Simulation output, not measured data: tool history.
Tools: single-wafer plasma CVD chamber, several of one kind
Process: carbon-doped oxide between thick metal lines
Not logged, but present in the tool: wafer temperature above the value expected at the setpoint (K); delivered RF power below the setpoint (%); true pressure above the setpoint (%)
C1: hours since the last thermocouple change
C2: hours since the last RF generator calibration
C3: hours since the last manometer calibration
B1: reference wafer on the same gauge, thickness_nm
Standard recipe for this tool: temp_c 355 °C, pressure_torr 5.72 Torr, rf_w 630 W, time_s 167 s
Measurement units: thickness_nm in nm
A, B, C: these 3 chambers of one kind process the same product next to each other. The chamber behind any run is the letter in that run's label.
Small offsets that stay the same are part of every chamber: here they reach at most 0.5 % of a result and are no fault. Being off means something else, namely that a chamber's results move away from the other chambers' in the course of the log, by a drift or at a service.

{"day": 0.117, "done": "chamber A: RF generator calibrated"}
{"run": "1A", "day": 0.55, "temp_c": 355, "pressure_torr": 5.72, "rf_w": 630, "time_s": 167, "C1": 586.8, "C2": 10.5, "C3": 1788.7, "B1": 908.13, "thickness_nm": 971.39}
{"run": "2C", "day": 0.829, "temp_c": 355, "pressure_torr": 5.72, "rf_w": 630, "time_s": 167, "C1": 1685.1, "C2": 1687.2, "C3": 752.9, "B1": 908.5, "thickness_nm": 972.35}
{"run": "3B", "day": 1.371, "temp_c": 355, "pressure_torr": 5.72, "rf_w": 630, "time_s": 167, "C1": 243.6, "C2": 1191.3, "C3": 713.4, "B1": 907.65, "thickness_nm": 974.06}
{"run": "4A", "day": 1.75, "temp_c": 355, "pressure_torr": 5.72, "rf_w": 630, "time_s": 167, "C1": 615.6, "C2": 39.3, "C3": 1817.5, "B1": 907.83, "thickness_nm": 967.8}
{"run": "5C", "day": 2.088, "temp_c": 355, "pressure_torr": 5.72, "rf_w": 630, "time_s": 167, "C1": 1715.3, "C2": 1717.4, "C3": 783.1, "B1": 907.46, "thickness_nm": 969.11}
{"run": "6B", "day": 2.629, "temp_c": 355, "pressure_torr": 5.72, "rf_w": 630, "time_s": 167, "C1": 273.8, "C2": 1221.5, "C3": 743.6, "B1": 908.29, "thickness_nm": 970.47}
{"run": "7C", "day": 2.996, "temp_c": 355, "pressure_torr": 5.72, "rf_w": 630, "time_s": 167, "C1": 1737.1, "C2": 1739.2, "C3": 804.9, "B1": 908.74, "thickness_nm": 971.64}
{"run": "8A", "day": 3.617, "temp_c": 355, "pressure_torr": 5.72, "rf_w": 630, "time_s": 167, "C1": 660.4, "C2": 84.1, "C3": 1862.3, "B1": 907.62, "thickness_nm": 971.58}
{"run": "9B", "day": 3.925, "temp_c": 355, "pressure_torr": 5.72, "rf_w": 630, "time_s": 167, "C1": 304.9, "C2": 1252.6, "C3": 774.7, "B1": 907.39, "thickness_nm": 970.24}
{"run": "10B", "day": 4.225, "temp_c": 355, "pressure_torr": 5.72, "rf_w": 630, "time_s": 167, "C1": 312.1, "C2": 1259.8, "C3": 781.9, "B1": 908.11, "thickness_nm": 974.89}
{"run": "11A", "day": 4.712, "temp_c": 365, "pressure_torr": 5.72, "rf_w": 530, "time_s": 167, "C1": 686.7, "C2": 110.4, "C3": 1888.6, "B1": 908.31, "thickness_nm": 852.69}
{"run": "12C", "day": 5.304, "temp_c": 365, "pressure_torr": 5.72, "rf_w": 530, "time_s": 167, "C1": 1792.5, "C2": 1794.6, "C3": 860.3, "B1": 908.23, "thickness_nm": 857.96}
{"run": "13B", "day": 5.775, "temp_c": 365, "pressure_torr": 5.72, "rf_w": 530, "time_s": 167, "C1": 349.3, "C2": 1297.0, "C3": 819.1, "B1": 907.99, "thickness_nm": 858.24}
{"run": "14A", "day": 6.108, "temp_c": 355, "pressure_torr": 5.72, "rf_w": 630, "time_s": 167, "C1": 720.2, "C2": 143.9, "C3": 1922.1, "B1": 907.78, "thickness_nm": 965.75}
{"run": "15C", "day": 6.65, "temp_c": 355, "pressure_torr": 5.72, "rf_w": 630, "time_s": 167, "C1": 1824.8, "C2": 1826.9, "C3": 892.6, "B1": 908.5, "thickness_nm": 970.86}
{"run": "16B", "day": 7.104, "temp_c": 355, "pressure_torr": 5.72, "rf_w": 630, "time_s": 167, "C1": 381.2, "C2": 1328.9, "C3": 851.0, "B1": 908.41, "thickness_nm": 967.98}
{"run": "17C", "day": 7.667, "temp_c": 355, "pressure_torr": 5.72, "rf_w": 630, "time_s": 167, "C1": 1849.2, "C2": 1851.3, "C3": 917.0, "B1": 908.41, "thickness_nm": 963.1}
{"run": "18A", "day": 7.979, "temp_c": 355, "pressure_torr": 5.72, "rf_w": 630, "time_s": 167, "C1": 765.1, "C2": 188.8, "C3": 1967.0, "B1": 908.96, "thickness_nm": 969.43}
{"run": "19B", "day": 8.6, "temp_c": 355, "pressure_torr": 6.52, "rf_w": 520, "time_s": 167, "C1": 417.1, "C2": 1364.8, "C3": 886.9, "B1": 908.39, "thickness_nm": 869.97}
{"run": "20A", "day": 9.083, "temp_c": 355, "pressure_torr": 6.52, "rf_w": 520, "time_s": 167, "C1": 791.6, "C2": 215.3, "C3": 1993.5, "B1": 908.22, "thickness_nm": 871.77}
{"run": "21C", "day": 9.562, "temp_c": 355, "pressure_torr": 6.52, "rf_w": 520, "time_s": 167, "C1": 1894.7, "C2": 1896.8, "C3": 962.5, "B1": 908.53, "thickness_nm": 885.13}
{"run": "22B", "day": 9.892, "temp_c": 355, "pressure_torr": 5.72, "rf_w": 630, "time_s": 167, "C1": 448.1, "C2": 1395.8, "C3": 917.9, "B1": 908.77, "thickness_nm": 963.74}
{"run": "23A", "day": 10.246, "temp_c": 355, "pressure_torr": 5.72, "rf_w": 630, "time_s": 167, "C1": 819.5, "C2": 243.2, "C3": 2021.4, "B1": 908.73, "thickness_nm": 977.27}
{"run": "24C", "day": 10.867, "temp_c": 355, "pressure_torr": 5.72, "rf_w": 630, "time_s": 167, "C1": 1926.0, "C2": 1928.1, "C3": 993.8, "B1": 908.31, "thickness_nm": 975.04}
{"run": "25B", "day": 11.158, "temp_c": 355, "pressure_torr": 5.72, "rf_w": 630, "time_s": 167, "C1": 478.5, "C2": 1426.2, "C3": 948.3, "B1": 907.78, "thickness_nm": 952.7}
{"run": "26A", "day": 11.738, "temp_c": 355, "pressure_torr": 5.72, "rf_w": 630, "time_s": 167, "C1": 855.3, "C2": 279.0, "C3": 2057.2, "B1": 908.29, "thickness_nm": 973.43}
{"run": "27C", "day": 12.117, "temp_c": 355, "pressure_torr": 5.72, "rf_w": 630, "time_s": 167, "C1": 1956.0, "C2": 1958.1, "C3": 1023.8, "B1": 908.73, "thickness_nm": 972.5}
{"run": "28A", "day": 12.692, "temp_c": 355, "pressure_torr": 5.72, "rf_w": 630, "time_s": 167, "C1": 878.2, "C2": 301.9, "C3": 2080.1, "B1": 907.34, "thickness_nm": 983.37}
{"run": "29B", "day": 13.221, "temp_c": 355, "pressure_torr": 5.72, "rf_w": 630, "time_s": 167, "C1": 528.0, "C2": 1475.7, "C3": 997.8, "B1": 907.73, "thickness_nm": 952.88}
{"run": "30C", "day": 13.842, "temp_c": 364, "pressure_torr": 5.72, "rf_w": 590, "time_s": 167, "C1": 1997.4, "C2": 1999.5, "C3": 1065.2, "B1": 908.05, "thickness_nm": 917.0}
{"run": "31A", "day": 14.292, "temp_c": 364, "pressure_torr": 5.72, "rf_w": 590, "time_s": 167, "C1": 916.6, "C2": 340.3, "C3": 2118.5, "B1": 908.71, "thickness_nm": 913.79}
{"day": 14.542, "done": "chamber C: thermocouple changed; heater temperature recalibrated"}
{"run": "32B", "day": 14.621, "temp_c": 364, "pressure_torr": 5.72, "rf_w": 590, "time_s": 167, "C1": 561.6, "C2": 1509.3, "C3": 1031.4, "B1": 908.16, "thickness_nm": 893.16}
{"run": "33C", "day": 15.088, "temp_c": 355, "pressure_torr": 5.72, "rf_w": 630, "time_s": 167, "C1": 13.1, "C2": 2029.4, "C3": 1095.1, "B1": 907.36, "thickness_nm": 970.16}
{"run": "34A", "day": 15.446, "temp_c": 355, "pressure_torr": 5.72, "rf_w": 630, "time_s": 167, "C1": 944.3, "C2": 368.0, "C3": 2146.2, "B1": 908.04, "thickness_nm": 968.31}
{"run": "35C", "day": 15.996, "temp_c": 355, "pressure_torr": 5.72, "rf_w": 630, "time_s": 167, "C1": 34.9, "C2": 2051.2, "C3": 1116.9, "B1": 908.37, "thickness_nm": 969.33}
{"run": "36B", "day": 16.492, "temp_c": 355, "pressure_torr": 5.72, "rf_w": 630, "time_s": 167, "C1": 606.5, "C2": 1554.2, "C3": 1076.3, "B1": 907.82, "thickness_nm": 951.06}
{"run": "37C", "day": 17.008, "temp_c": 355, "pressure_torr": 5.72, "rf_w": 630, "time_s": 167, "C1": 59.2, "C2": 2075.5, "C3": 1141.2, "B1": 908.39, "thickness_nm": 972.28}
{"day": 17.538, "done": "chamber A: capacitance manometer re-zeroed and calibrated"}
{"run": "38A", "day": 17.6, "temp_c": 355, "pressure_torr": 5.72, "rf_w": 630, "time_s": 167, "C1": 996.0, "C2": 419.7, "C3": 1.6, "B1": 907.99, "thickness_nm": 972.09}
{"run": "39B", "day": 18.133, "temp_c": 355, "pressure_torr": 5.72, "rf_w": 630, "time_s": 167, "C1": 645.9, "C2": 1593.6, "C3": 1115.7, "B1": 907.38, "thickness_nm": 945.84}
{"run": "40B", "day": 18.658, "temp_c": 355, "pressure_torr": 5.72, "rf_w": 630, "time_s": 167, "C1": 658.5, "C2": 1606.2, "C3": 1128.3, "B1": 907.88, "thickness_nm": 942.91}

All 3 chambers run these settings next. Forecast each chamber's results:
{"run": "41A", "day": 19.104, "temp_c": 355, "pressure_torr": 5.72, "rf_w": 545, "time_s": 167, "thickness_nm": "?"}
{"run": "41B", "day": 19.104, "temp_c": 355, "pressure_torr": 5.72, "rf_w": 545, "time_s": 167, "thickness_nm": "?"}
{"run": "41C", "day": 19.104, "temp_c": 355, "pressure_torr": 5.72, "rf_w": 545, "time_s": 167, "thickness_nm": "?"}

run=41A thickness_nm=893.04
run=41B thickness_nm=858.88
run=41C thickness_nm=896.18
